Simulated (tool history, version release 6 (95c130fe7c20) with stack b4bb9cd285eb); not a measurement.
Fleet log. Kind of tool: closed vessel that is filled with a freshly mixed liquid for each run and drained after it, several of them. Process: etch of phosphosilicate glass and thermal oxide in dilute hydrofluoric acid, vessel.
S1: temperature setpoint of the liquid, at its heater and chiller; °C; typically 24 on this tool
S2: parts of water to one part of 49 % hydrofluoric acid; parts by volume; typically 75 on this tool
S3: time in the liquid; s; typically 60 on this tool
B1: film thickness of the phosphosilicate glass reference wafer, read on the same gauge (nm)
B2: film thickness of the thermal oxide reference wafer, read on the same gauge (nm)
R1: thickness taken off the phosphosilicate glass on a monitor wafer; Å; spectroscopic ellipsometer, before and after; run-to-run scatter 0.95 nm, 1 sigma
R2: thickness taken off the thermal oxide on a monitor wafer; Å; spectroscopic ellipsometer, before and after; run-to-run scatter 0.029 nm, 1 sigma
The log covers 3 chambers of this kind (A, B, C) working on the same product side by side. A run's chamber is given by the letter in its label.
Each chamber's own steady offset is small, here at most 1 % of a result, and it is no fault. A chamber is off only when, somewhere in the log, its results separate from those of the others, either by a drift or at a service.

run,day,S1,S2,S3,B1,B2,R1,R2
1A,0.175,24,75,60,60.006,80.023,1145.3,38.802
2B,0.421,24,75,60,60.033,79.994,1116.2,38.841
3C,0.667,24,75,60,59.978,80.014,1128,38.568
4A,0.992,24,75,60,59.986,80.004,1158.5,38.864
5B,1.288,24,75,60,59.991,80.006,1133.3,38.433
6C,1.542,24,75,60,60.008,80.048,1139.3,38.698
7C,1.775,24,75,85,59.984,79.957,1596.7,55.258
8B,2.042,24,75,85,59.95,79.99,1614.8,54.764
9A,2.267,24,75,85,60.02,80.001,1602.3,55.371
10C,2.588,24,75,60,59.984,79.992,1109.4,38.624
11B,2.775,24,75,85,59.988,80.001,1595.3,54.949
12A,3.092,24,75,85,59.93,79.996,1599.3,54.722
13A,3.262,24,75,85,60.014,79.985,1614.4,55.018
14C,3.442,24,75,60,59.96,80.006,1113.7,38.476
15B,3.583,24,75,60,59.95,79.994,1152.3,38.631
16C,3.9,24,75,60,59.983,80.027,1130.4,38.931
17B,4.175,24,75,60,60.018,80.037,1139,38.846
18A,4.425,24,75,60,60.049,80.01,1151.3,38.636
19C,4.721,24,75,45,60.058,80.019,842.91,28.85
20A,5,24,75,45,60.05,80.029,846.73,28.811
21B,5.325,24,75,45,59.991,79.994,854.87,28.864
22C,5.538,24,75,60,59.986,80.004,1133.3,39.085
23B,5.775,24,100,80,59.973,79.996,1102.9,37.833
24A,5.925,24,100,80,59.947,79.999,1103.7,37.724
25C,6.071,24,100,80,59.998,80.008,1080.6,37.419
26A,6.229,24,75,60,60.003,79.996,1123.3,39.138
27B,6.438,24,75,60,59.989,80.035,1133.1,38.789
28A,6.754,24,75,60,60.016,80.026,1132.1,38.68
29B,6.933,24,75,60,60.037,80.004,1140.5,38.797
30C,7.192,24,110,60,60.022,80.026,727.46,25.425
31C,7.375,24,110,60,59.979,80.02,733.09,25.212
32A,7.683,24,110,60,59.96,79.969,730.76,25.705
33B,7.921,24,75,60,59.983,80.044,1136.1,38.835
34A,8.238,24,75,60,59.998,80.013,1128.6,38.376
35B,8.388,24,75,60,60.056,79.975,1136.8,38.465
36C,8.642,24,75,60,59.983,80.008,1103.1,38.44
37B,8.929,24,75,60,59.983,80.009,1119,38.709
38A,9.233,24,75,60,59.986,80.008,1154.1,38.851
39C,9.521,24,75,60,59.988,79.965,1124.9,39.009
40C,9.725,27.5,75,70,59.955,80.019,1508.7,51.766
41B,9.938,27.5,75,70,59.984,79.997,1521.1,52.177
42A,10.117,27.5,75,70,60.021,80.022,1502.9,52.805
43C,10.292,24,75,60,60.022,80,1125.2,38.605
44B,10.529,24,75,60,59.973,80.039,1145.8,38.569

Next, all 3 chambers run the settings below, one line each with question marks for the results. What does each chamber give?
45A,10.762,24,100,60,,,?,?
45B,10.762,24,100,60,,,?,?
45C,10.762,24,100,60,,,?,?

run,R1,R2
45A,823.96,27.821
45B,817.17,28.071
45C,820.97,28.205
